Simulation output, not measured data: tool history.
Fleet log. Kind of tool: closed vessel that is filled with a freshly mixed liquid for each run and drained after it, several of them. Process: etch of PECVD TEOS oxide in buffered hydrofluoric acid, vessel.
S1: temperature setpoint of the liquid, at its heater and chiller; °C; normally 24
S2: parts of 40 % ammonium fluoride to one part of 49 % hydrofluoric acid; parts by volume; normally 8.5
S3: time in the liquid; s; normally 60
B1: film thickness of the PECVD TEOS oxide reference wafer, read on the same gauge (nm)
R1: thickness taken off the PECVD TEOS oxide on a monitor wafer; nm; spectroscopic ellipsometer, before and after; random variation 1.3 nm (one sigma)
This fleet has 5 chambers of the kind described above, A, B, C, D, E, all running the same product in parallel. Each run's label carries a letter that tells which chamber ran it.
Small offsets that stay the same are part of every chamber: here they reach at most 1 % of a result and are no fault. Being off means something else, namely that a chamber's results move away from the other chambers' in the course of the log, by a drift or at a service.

Run 1D, hour 2.9: usual settings; B1 100.01. Result: R1 167.26 nm.
Run 2E, hour 6.4: usual settings; B1 100.01. Result: R1 166.15 nm.
Run 3A, hour 10.7: usual settings; B1 99.987. Result: R1 163.93 nm.
Run 4B, hour 13.3: usual settings; B1 100. Result: R1 161.69 nm.
Run 5C, hour 16.7: usual settings; B1 100. Result: R1 161.37 nm.
Run 6A, hour 19: usual settings; B1 99.978. Result: R1 163.98 nm.
Run 7B, hour 22.6: usual settings; B1 100.01. Result: R1 165.03 nm.
Run 8C, hour 26.3: usual settings; B1 99.988. Result: R1 164.85 nm.
Run 9E, hour 28.8: usual settings but S2 11 parts by volume; B1 100. Result: R1 131.32 nm.
Run 10D, hour 32.3: usual settings but S2 11 parts by volume; B1 99.992. Result: R1 133.72 nm.
Run 11A, hour 35.8: usual settings but S2 11 parts by volume; B1 100. Result: R1 132.14 nm.
Run 12C, hour 38.9: usual settings but S2 11 parts by volume; B1 99.972. Result: R1 130.56 nm.
Run 13E, hour 42.9: usual settings but S2 11 parts by volume; B1 100. Result: R1 132.73 nm.
Run 14D, hour 46.2: usual settings but S2 11.5 parts by volume, S3 90 s; B1 99.978. Result: R1 190.44 nm.
Run 15B, hour 49.1: usual settings but S2 11.5 parts by volume, S3 90 s; B1 99.977. Result: R1 189.65 nm.
Run 16D, hour 52.2: usual settings but S2 11.5 parts by volume, S3 90 s; B1 99.993. Result: R1 191.64 nm.
Run 17C, hour 54.2: usual settings but S2 11.5 parts by volume, S3 90 s; B1 99.999. Result: R1 189.03 nm.
Run 18B, hour 56.5: usual settings but S2 11.5 parts by volume, S3 90 s; B1 100.01. Result: R1 187.21 nm.
Run 19E, hour 59: usual settings; B1 100.01. Result: R1 166.72 nm.
Run 20A, hour 61.7: usual settings; B1 100. Result: R1 162.53 nm.
Run 21C, hour 64.6: usual settings; B1 100. Result: R1 163.74 nm.
Run 22E, hour 67.5: usual settings; B1 100. Result: R1 169.51 nm.
Run 23A, hour 71.2: usual settings; B1 100.01. Result: R1 161.15 nm.
Run 24B, hour 73.8: usual settings; B1 100.01. Result: R1 162.62 nm.
Run 25D, hour 76.6: usual settings; B1 100.01. Result: R1 166.35 nm.
Run 26A, hour 80.7: usual settings; B1 100.02. Result: R1 164.99 nm.
Run 27E, hour 85.5: usual settings; B1 99.982. Result: R1 172.56 nm.
Run 28B, hour 87.7: usual settings but S1 27 °C, S3 90 s; B1 100.01. Result: R1 290.01 nm.
Run 29C, hour 90.3: usual settings but S1 27 °C, S3 90 s; B1 100.01. Result: R1 288.09 nm.
Run 30D, hour 94.7: usual settings but S1 27 °C, S3 90 s; B1 100.02. Result: R1 296.34 nm.
Run 31C, hour 98.2: usual settings but S1 27 °C, S3 90 s; B1 100.01. Result: R1 290.92 nm.
Run 32E, hour 102: usual settings but S1 27 °C, S3 90 s; B1 99.973. Result: R1 309.7 nm.
Run 33D, hour 105: usual settings; B1 99.999. Result: R1 164.62 nm.
Run 34B, hour 109.2: usual settings; B1 100.02. Result: R1 165 nm.
Run 35A, hour 111.6: usual settings but S2 10.5 parts by volume; B1 99.995. Result: R1 137.34 nm.
Run 36E, hour 113.7: usual settings but S2 10.5 parts by volume; B1 99.996. Result: R1 147.59 nm.
Run 37C, hour 116.2: usual settings but S2 10.5 parts by volume; B1 100.01. Result: R1 136.7 nm.
Run 38A, hour 120.2: usual settings but S2 10.5 parts by volume; B1 99.983. Result: R1 136.8 nm.

Has any chamber moved away from the others, gradually or after a service, or does the common gauge drift, or do the chambers differ only by their own small steady offsets? State the chamber and the most likely cause if one applies.

It is chamber E that slowly wanders off from its peers.
Most likely cause: liquid hotter than its thermometer reads (K) = 1.42.
With only this log, it may be confused with: hydrofluoric acid flow above the setpoint (%).

Here are 4 candidates for chamber E's next run, each the usual settings with a change, their results left as question marks. Which one brings its results back in line with what the others give on the usual settings?
A result is in line if it is within this distance of the other chambers' mean on the usual settings: R1 4.7 nm
Run 39E-1, hour 123.6: usual settings but S3 55 s. Result: R1 ?.
Run 39E-2, hour 123.6: usual settings but S3 65 s. Result: R1 ?.
Run 39E-3, hour 123.6: usual settings but S1 24.5 °C. Result: R1 ?.
Run 39E-4, hour 123.6: usual settings but S1 23.5 °C. Result: R1 ?.

The other chambers' mean on the usual settings: R1 164.24 nm
  run      R1
39E-1  162.88
39E-2  192.49
39E-3  182.63
39E-4  172.94
The answer is 39E-1, which returns the chamber to within the allowed miss of the others.
